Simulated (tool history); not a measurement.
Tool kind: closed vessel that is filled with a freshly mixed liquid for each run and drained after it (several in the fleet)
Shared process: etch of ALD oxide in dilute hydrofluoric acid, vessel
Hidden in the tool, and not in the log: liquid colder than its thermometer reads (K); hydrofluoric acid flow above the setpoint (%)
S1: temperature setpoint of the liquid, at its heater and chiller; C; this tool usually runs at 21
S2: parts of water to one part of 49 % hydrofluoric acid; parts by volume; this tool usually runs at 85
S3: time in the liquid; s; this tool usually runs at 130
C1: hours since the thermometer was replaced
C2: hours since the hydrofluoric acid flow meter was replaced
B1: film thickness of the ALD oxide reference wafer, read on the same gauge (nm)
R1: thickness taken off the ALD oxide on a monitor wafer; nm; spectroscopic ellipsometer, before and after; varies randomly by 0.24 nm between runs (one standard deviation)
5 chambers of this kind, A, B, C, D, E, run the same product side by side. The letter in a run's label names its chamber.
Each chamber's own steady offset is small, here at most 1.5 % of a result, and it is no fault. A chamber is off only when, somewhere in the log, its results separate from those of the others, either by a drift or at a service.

run,day,S1,S2,S3,C1,C2,B1,R1
1B,0.371,21,85,130,1011.9,48.8,50.013,33.271
2D,0.783,21,85,130,427.1,804.5,50.003,33.010
# day 0.925: chamber C: hydrofluoric acid flow meter replaced
3E,1.117,21,85,130,1336.9,1097.8,49.997,33.280
4A,1.542,21,85,130,557.6,252.2,50.005,33.065
5C,1.983,21,85,130,767.6,25.5,50.010,33.742
6A,2.383,21,85,130,577.8,272.4,49.995,33.800
7B,2.879,21,85,130,1072.1,109.0,50.002,33.341
8D,3.317,21,85,130,487.9,865.3,49.994,33.270
9C,3.621,21,85,130,806.9,64.8,50.002,33.695
10E,3.883,21,85,130,1403.3,1164.2,49.984,33.608
11C,4.188,21,55,155,820.5,78.4,50.007,63.602
# day 4.525: chamber B: thermometer replaced
12B,4.771,21,55,155,5.9,154.4,50.010,64.044
13D,5.208,21,55,155,533.3,910.7,50.012,62.941
14E,5.800,21,55,155,1449.3,1210.2,50.004,64.958
15A,6.396,21,55,155,674.1,368.7,50.009,63.343
16E,6.788,21,85,130,1473.0,1233.9,49.988,33.285
17B,7.250,21,85,130,65.4,213.9,49.974,33.586
18A,7.679,21,85,130,704.9,399.5,49.993,33.403
19D,8.121,21,85,130,603.2,980.6,50.013,32.860
20C,8.654,21,85,130,927.7,185.6,50.000,33.822
21A,9.167,21,85,130,740.6,435.2,49.995,33.514
22C,9.504,21,85,130,948.1,206.0,49.992,33.576
# day 9.725: chamber E: thermometer replaced
23B,9.967,21,85,130,130.6,279.1,50.013,33.389
24D,10.508,21,85,130,660.5,1037.9,49.999,32.405
25E,10.908,19,85,90,28.5,1332.8,50.002,21.374
26C,11.371,19,85,90,992.9,250.8,49.983,21.587
27E,11.742,19,85,90,48.5,1352.8,50.011,21.420
28A,12.162,19,85,90,812.5,507.1,50.004,21.277
29D,12.733,19,85,90,713.9,1091.3,49.994,20.325
30B,12.996,21,85,130,203.3,351.8,50.006,33.689
31D,13.488,21,85,130,732.0,1109.4,50.006,31.613
32E,14.050,19,85,75,103.9,1408.2,50.019,18.108
33C,14.562,19,85,75,1069.5,327.4,49.996,17.783
34B,14.862,19,85,75,248.1,396.6,49.992,17.740
35A,15.317,19,85,75,888.2,582.8,49.996,17.647
36C,15.888,19,85,75,1101.3,359.2,49.987,17.702

Read the log: is a single chamber off, either drifting away or since a service, is the gauge that measures every chamber drifting, or is nothing wrong beyond small per-chamber offsets? Name any odd chamber and what most likely caused it.

Chamber D drifts away from the others.
Most likely cause: liquid colder than its thermometer reads (K) = 1.61.
The log might look much the same if the cause were instead: hydrofluoric acid flow below the setpoint (%).

Here are 4 candidates for chamber D's next run, each the usual settings with a change, their results left as question marks. Which one brings its results back in line with what the others give on the usual settings?
In-line tolerance around the mean of the other chambers on the usual settings: R1 0.830 nm
37D-1,16.321,23.0,85,130,,,,?
37D-2,16.321,21.5,85,145,,,,?
37D-3,16.321,21.0,90,120,,,,?
37D-4,16.321,21.0,85,120,,,,?

Average result of the remaining chambers running the usual settings: R1 33.620 nm
run,R1
37D-1,33.639
37D-2,35.297
37D-3,26.905
37D-4,28.622
Change 37D-1 lands the chamber within the allowed miss of the other chambers.
